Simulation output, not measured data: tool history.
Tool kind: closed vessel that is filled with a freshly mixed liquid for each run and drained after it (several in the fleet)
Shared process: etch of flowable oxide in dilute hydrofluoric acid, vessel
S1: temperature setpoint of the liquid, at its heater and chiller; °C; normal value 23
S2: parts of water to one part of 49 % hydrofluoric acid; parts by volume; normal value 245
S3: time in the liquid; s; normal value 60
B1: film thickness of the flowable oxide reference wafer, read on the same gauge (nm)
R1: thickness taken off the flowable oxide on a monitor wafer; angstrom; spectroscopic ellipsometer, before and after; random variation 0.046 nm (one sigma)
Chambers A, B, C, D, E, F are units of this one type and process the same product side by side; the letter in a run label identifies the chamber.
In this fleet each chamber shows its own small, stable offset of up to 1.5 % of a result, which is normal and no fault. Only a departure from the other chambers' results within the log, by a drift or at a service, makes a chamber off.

run   hour    S1   S2  S3      B1      R1
 1A   10.1    23  245  60  130.01  92.054
 2E   23.3    23  245  60     130  90.575
 3B   30.4    23  245  60  130.01   91.18
 4F   37.5    23  245  60  130.01  91.465
 5C   50.4    23  245  60  130.01  91.923
        54  -- chamber B: hydrofluoric acid flow meter replaced
 6D   63.2    23  245  60     130  90.563
 7D   72.3    23  245  60  130.02  90.038
 8B   81.8    23  245  60     130  90.416
 9F   92.8  25.5  200  60  129.99  127.87
10A  100.4  25.5  200  60  129.99  127.79
11C  110.9  25.5  200  60  129.99  128.13
12E  118.2  25.5  200  60  130.02   126.6
13E  130.8  25.5  200  60  129.99  127.46
14D  140.4  25.5  200  60  129.99  127.65
15B  147.4    23  245  60     130  90.962
16A  156.8    23  245  60  130.01  90.696
     157.2  -- chamber E: hydrofluoric acid flow meter replaced
17C  168.6    23  245  60     130  91.753
18F  175.1    23  245  60  129.98  92.029
19F    188    23  245  60  129.98  90.586
20E  194.1    23  245  60  129.99   91.19
21A  202.5    23  245  60     130  91.255
22C  215.7    23  245  60  129.99  91.037
23D  226.6    23  245  60  129.98  90.741
24B  233.3    23  245  60  129.98  90.482
25E  240.3    23  330  60  129.99  62.294
26F  252.7    23  330  60  129.98  62.517
27D  261.3    23  330  60  130.02  61.592
28B  270.7    23  330  60  130.02  61.988
29C  277.3    23  330  60  129.98  63.863
30A  287.8    23  330  60  130.01  62.562
31C  301.3  26.5  245  60  130.01  104.05
32B  312.6  26.5  245  60     130  101.95
33E  325.9  26.5  245  60  129.99  103.57
34F  332.9  26.5  245  60  129.99  103.09
35D  344.2  26.5  245  60  130.01  101.34
36A  357.8  26.5  245  60  130.02  103.02
37F  370.2    23  245  60  130.01  90.634
38A  378.6    23  245  60  129.97  92.395
39B  385.7    23  245  60  130.02  90.843
40C  398.3    23  245  60  130.02  92.387
41E  405.6    23  245  60     130  90.117

Is one chamber off against the others, does the gauge drift, or is nothing wrong? If a chamber is off, say which, and what the likeliest cause is.

Beyond each chamber's small constant offset nothing stands out, and the gauge stays steady.

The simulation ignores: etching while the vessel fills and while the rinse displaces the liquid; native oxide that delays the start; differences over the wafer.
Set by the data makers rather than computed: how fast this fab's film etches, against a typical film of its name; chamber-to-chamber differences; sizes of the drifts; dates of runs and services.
